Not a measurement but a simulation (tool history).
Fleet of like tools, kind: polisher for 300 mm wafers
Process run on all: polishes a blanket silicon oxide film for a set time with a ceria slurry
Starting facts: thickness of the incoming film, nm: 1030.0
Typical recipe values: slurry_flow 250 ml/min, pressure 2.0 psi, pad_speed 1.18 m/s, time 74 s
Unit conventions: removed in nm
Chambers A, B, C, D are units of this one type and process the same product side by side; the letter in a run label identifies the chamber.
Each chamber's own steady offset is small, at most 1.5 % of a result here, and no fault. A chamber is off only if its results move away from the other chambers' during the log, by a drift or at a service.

run	hour	slurry_flow	pressure	pad_speed	time	wafers polished on this pad	hours since the slurry nozzle was cleaned	hours since the head pressure was calibrated	removed
1C	5.2	250	2.0	1.18	74	1126	590.4	719.5	289.84
2D	10.8	250	2.0	1.18	74	530	45.0	603.9	299.28
3A	17.2	250	2.0	1.18	74	326	155.7	367.2	297.32
4B	23.4	250	2.0	1.18	74	409	348.3	102.9	296.22
5D	27.7	250	2.0	1.18	74	742	61.9	620.8	299.19
# hour 33.2: chamber C: worn pad replaced by a new one
6C	34.3	210	2.0	0.96	74	14	619.5	748.6	227.66
7A	38.1	210	2.0	0.96	74	588	176.6	388.1	236.98
8B	44.0	210	2.0	0.96	74	667	368.9	123.5	235.59
9B	50.7	210	2.0	0.96	74	751	375.6	130.2	235.42
10D	56.3	250	2.0	1.18	74	1100	90.5	649.4	298.00
11C	60.4	250	2.0	1.18	74	341	645.6	774.7	293.45
# hour 61.4: chamber B: worn pad replaced by a new one
12A	64.2	250	2.0	1.18	74	915	202.7	414.2	292.36
# hour 66.2: chamber A: worn pad replaced by a new one
13D	67.5	195	2.0	1.30	74	1240	101.7	660.6	319.37
# hour 67.9: chamber D: worn pad replaced by a new one
14C	74.1	195	2.0	1.30	74	512	659.3	788.4	319.32
15B	79.6	195	2.0	1.30	74	228	404.5	159.1	319.99
16A	84.3	195	2.0	1.30	74	227	222.8	434.3	315.22
17B	89.6	250	1.5	1.18	74	353	414.5	169.1	224.22
18A	93.5	250	1.5	1.18	74	342	232.0	443.5	221.49
19C	98.6	250	1.5	1.18	74	819	683.8	812.9	218.31
20D	102.7	250	1.5	1.18	74	436	136.9	695.8	221.07
21A	107.1	300	2.0	1.18	74	512	245.6	457.1	304.35
# hour 112.1: chamber C: head pressure recalibrated
22C	113.6	300	2.0	1.18	74	1007	698.8	1.5	269.26
23D	120.2	300	2.0	1.18	74	655	154.4	713.3	307.78
24B	123.3	300	2.0	1.18	74	775	448.2	202.8	296.87
25D	126.2	250	2.0	1.18	74	730	160.4	719.3	299.75
# hour 128.2: chamber B: worn pad replaced by a new one
26A	130.3	250	2.0	1.18	74	803	268.8	480.3	295.48
# hour 131.7: chamber C: worn pad replaced by a new one
27B	134.2	250	2.0	1.18	74	75	459.1	213.7	298.95
28C	137.1	250	2.0	1.18	74	68	722.3	25.0	264.88
# hour 142.0: chamber A: worn pad replaced by a new one
29C	143.4	250	2.0	1.18	74	147	728.6	31.3	268.29
30B	149.6	250	2.0	1.58	61	268	474.5	229.1	332.04
31A	153.0	250	2.0	1.58	61	138	291.5	503.0	322.68
32D	158.8	250	2.0	1.58	61	1139	193.0	751.9	325.32
33C	164.0	250	2.0	1.58	61	405	749.2	51.9	290.75
34B	169.4	250	2.0	1.18	74	516	494.3	248.9	297.90
35A	172.9	335	2.3	1.18	74	387	311.4	522.9	343.99
36D	179.5	335	2.3	1.18	74	1398	213.7	772.6	358.82
37A	183.9	335	2.3	1.18	74	525	322.4	533.9	347.58
38C	189.5	335	2.3	1.18	74	724	774.7	77.4	311.59
# hour 189.7: chamber D: worn pad replaced by a new one
39D	193.5	250	2.0	1.18	74	48	227.7	786.6	300.54

The same settings go to every chamber for the next run, one line per chamber below. Forecast the results for each:
40A	198.3	165	2.0	1.18	74				?
40B	198.3	165	2.0	1.18	74				?
40C	198.3	165	2.0	1.18	74				?
40D	198.3	165	2.0	1.18	74				?

run	removed
40A	281.00
40B	278.30
40C	250.03
40D	284.26
